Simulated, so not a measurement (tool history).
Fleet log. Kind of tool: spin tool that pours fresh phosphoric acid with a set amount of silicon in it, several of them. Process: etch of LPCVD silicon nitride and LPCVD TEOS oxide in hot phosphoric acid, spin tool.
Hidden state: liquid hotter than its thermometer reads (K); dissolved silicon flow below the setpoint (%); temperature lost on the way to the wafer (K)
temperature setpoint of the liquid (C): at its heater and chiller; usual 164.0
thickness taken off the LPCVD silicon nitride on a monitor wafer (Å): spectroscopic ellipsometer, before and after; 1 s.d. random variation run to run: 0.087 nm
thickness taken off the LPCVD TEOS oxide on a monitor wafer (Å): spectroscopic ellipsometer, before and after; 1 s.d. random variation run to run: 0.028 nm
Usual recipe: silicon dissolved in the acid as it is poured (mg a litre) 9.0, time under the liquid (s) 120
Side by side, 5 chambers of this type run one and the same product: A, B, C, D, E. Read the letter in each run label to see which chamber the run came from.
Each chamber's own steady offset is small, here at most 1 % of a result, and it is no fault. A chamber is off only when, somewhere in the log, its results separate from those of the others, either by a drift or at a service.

run   hour  temperature setpoint of the liquid (C)  silicon dissolved in the acid as it is poured (mg a litre)  time under the liquid (s)  hours since the thermometer was replaced  hours since the dissolved silicon flow meter was replaced  hours since the heated supply line was repaired  read-back film thickness of the LPCVD silicon nitride reference wafer, read on the same gauge (nm)  read-back film thickness of the LPCVD TEOS oxide reference wafer, read on the same gauge (nm)  thickness taken off the LPCVD silicon nitride on a monitor wafer (Å)  thickness taken off the LPCVD TEOS oxide on a monitor wafer (Å)
 1B    6.5                                   164.0                                                         9.0                        120                                     435.3                                                      762.2                                            143.3                                                                                              40.009                                                                                         109.97                                                                152.63                                                           2.3760
 2E   14.7                                   164.0                                                         9.0                        120                                     535.2                                                      398.4                                           1590.6                                                                                              40.004                                                                                         110.00                                                                152.96                                                           2.5834
 3D   20.4                                   164.0                                                         9.0                        120                                     695.0                                                      433.5                                            209.8                                                                                              40.000                                                                                         110.00                                                                152.19                                                           2.6364
 4A   29.4                                   164.0                                                         9.0                        120                                    1663.3                                                     1185.2                                            889.7                                                                                              39.991                                                                                         110.01                                                                152.94                                                           2.8208
 5C   36.9                                   165.5                                                        13.5                        120                                      39.2                                                      214.3                                           2183.1                                                                                              40.004                                                                                         110.03                                                                157.86                                                           2.4411
 6D   44.3                                   165.5                                                        13.5                        120                                     718.9                                                      457.4                                            233.7                                                                                              39.984                                                                                         110.01                                                                159.60                                                           3.0667
 7E   52.8                                   165.5                                                        13.5                        120                                     573.3                                                      436.5                                           1628.7                                                                                              40.005                                                                                         110.00                                                                160.18                                                           2.5836
 8A   59.1                                   165.5                                                        13.5                        120                                    1693.0                                                     1214.9                                            919.4                                                                                              40.035                                                                                         109.98                                                                160.96                                                           3.2118
 9B   68.8                                   165.5                                                        13.5                        120                                     497.6                                                      824.5                                            205.6                                                                                              39.989                                                                                         110.05                                                                160.77                                                           2.6011
10C   78.2                                   164.0                                                         9.0                        120                                      80.5                                                      255.6                                           2224.4                                                                                              40.020                                                                                         110.00                                                                151.30                                                           2.8972
11A   87.7                                   164.0                                                         9.0                        120                                    1721.6                                                     1243.5                                            948.0                                                                                              39.998                                                                                         110.02                                                                152.49                                                           2.4480
12C   96.2                                   164.0                                                         9.0                        120                                      98.5                                                      273.6                                           2242.4                                                                                              39.951                                                                                         110.00                                                                152.15                                                           2.7099
13B  104.3                                   164.0                                                         9.0                        120                                     533.1                                                      860.0                                            241.1                                                                                              39.987                                                                                         109.98                                                                151.02                                                           1.9260
14E  112.7                                   164.0                                                         9.0                        120                                     633.2                                                      496.4                                           1688.6                                                                                              40.067                                                                                         109.99                                                                153.21                                                           3.4009
15D  118.9                                   164.0                                                         9.0                        120                                     793.5                                                      532.0                                            308.3                                                                                              39.969                                                                                         109.99                                                                153.58                                                           2.6110
     126.4  -- chamber A: thermometer replaced
16B  126.8                                   164.0                                                         9.0                        120                                     555.6                                                      882.5                                            263.6                                                                                              39.967                                                                                         110.02                                                                150.71                                                           2.3291
17A  132.6                                   164.0                                                         9.0                        120                                       6.2                                                     1288.4                                            992.9                                                                                              39.915                                                                                         110.03                                                                151.53                                                           2.8670
18D  139.0                                   164.0                                                         9.0                        120                                     813.6                                                      552.1                                            328.4                                                                                              39.978                                                                                         110.01                                                                151.68                                                           2.5605
19E  143.5                                   166.5                                                         9.0                        180                                     664.0                                                      527.2                                           1719.4                                                                                              40.024                                                                                         109.97                                                                249.12                                                           5.3358
20C  149.4                                   166.5                                                         9.0                        180                                     151.7                                                      326.8                                           2295.6                                                                                              39.963                                                                                         110.00                                                                247.51                                                           5.3898
21D  154.8                                   166.5                                                         9.0                        180                                     829.4                                                      567.9                                            344.2                                                                                              40.031                                                                                         110.01                                                                248.84                                                           4.9562
22C  159.3                                   166.5                                                         9.0                        180                                     161.6                                                      336.7                                           2305.5                                                                                              40.002                                                                                         109.98                                                                248.74                                                           3.6057
23B  164.4                                   166.5                                                         9.0                        180                                     593.2                                                      920.1                                            301.2                                                                                              40.080                                                                                         109.98                                                                243.63                                                           4.0681
     168.3  -- chamber B: dissolved silicon flow meter replaced
24E  172.4                                   164.0                                                         9.0                        120                                     692.9                                                      556.1                                           1748.3                                                                                              40.021                                                                                         109.96                                                                151.49                                                           2.4324
25A  182.6                                   164.0                                                         9.0                        120                                      56.2                                                     1338.4                                           1042.9                                                                                              40.047                                                                                         110.00                                                                151.60                                                           2.7216
26E  190.9                                   162.5                                                         9.0                        120                                     711.4                                                      574.6                                           1766.8                                                                                              40.023                                                                                         110.01                                                                144.79                                                           1.9652
27B  196.3                                   162.5                                                         9.0                        120                                     625.1                                                       28.0                                            333.1                                                                                              40.013                                                                                         110.01                                                                139.49                                                           2.4372
28C  203.4                                   162.5                                                         9.0                        120                                     205.7                                                      380.8                                           2349.6                                                                                              39.992                                                                                         109.98                                                                143.58                                                           2.5941
29D  210.0                                   162.5                                                         9.0                        120                                     884.6                                                      623.1                                            399.4                                                                                              39.963                                                                                         110.01                                                                144.95                                                           2.0682
30A  216.9                                   162.5                                                         9.0                        120                                      90.5                                                     1372.7                                           1077.2                                                                                              40.004                                                                                         110.00                                                                144.09                                                           2.5042
31C  223.3                                   164.0                                                         9.0                        120                                     225.6                                                      400.7                                           2369.5                                                                                              40.019                                                                                         110.00                                                                152.45                                                           3.0387
32D  229.4                                   164.0                                                         9.0                        120                                     904.0                                                      642.5                                            418.8                                                                                              40.006                                                                                         109.99                                                                151.83                                                           2.7155
33E  238.9                                   164.0                                                         9.0                        120                                     759.4                                                      622.6                                           1814.8                                                                                              40.003                                                                                         110.04                                                                153.36                                                           2.6132
34B  246.1                                   164.0                                                         9.0                        120                                     674.9                                                       77.8                                            382.9                                                                                              40.004                                                                                         109.99                                                                142.66                                                           2.4585
35A  253.7                                   164.0                                                         9.0                        120                                     127.3                                                     1409.5                                           1114.0                                                                                              39.978                                                                                         109.97                                                                152.08                                                           3.2500

Next, every chamber runs the same settings. What will each give?
36A  261.0                                   161.5                                                         9.0                        120                                                                                                                                                                                                                                                                                                                                                                                                                              ?                                                                ?
36B  261.0                                   161.5                                                         9.0                        120                                                                                                                                                                                                                                                                                                                                                                                                                              ?                                                                ?
36C  261.0                                   161.5                                                         9.0                        120                                                                                                                                                                                                                                                                                                                                                                                                                              ?                                                                ?
36D  261.0                                   161.5                                                         9.0                        120                                                                                                                                                                                                                                                                                                                                                                                                                              ?                                                                ?
36E  261.0                                   161.5                                                         9.0                        120                                                                                                                                                                                                                                                                                                                                                                                                                              ?                                                                ?

run  thickness taken off the LPCVD silicon nitride on a monitor wafer (Å)  thickness taken off the LPCVD TEOS oxide on a monitor wafer (Å)
36A                                                                140.68                                                           2.4611
36B                                                                129.19                                                           1.6650
36C                                                                139.67                                                           2.2923
36D                                                                140.35                                                           2.3907
36E                                                                140.64                                                           2.3513

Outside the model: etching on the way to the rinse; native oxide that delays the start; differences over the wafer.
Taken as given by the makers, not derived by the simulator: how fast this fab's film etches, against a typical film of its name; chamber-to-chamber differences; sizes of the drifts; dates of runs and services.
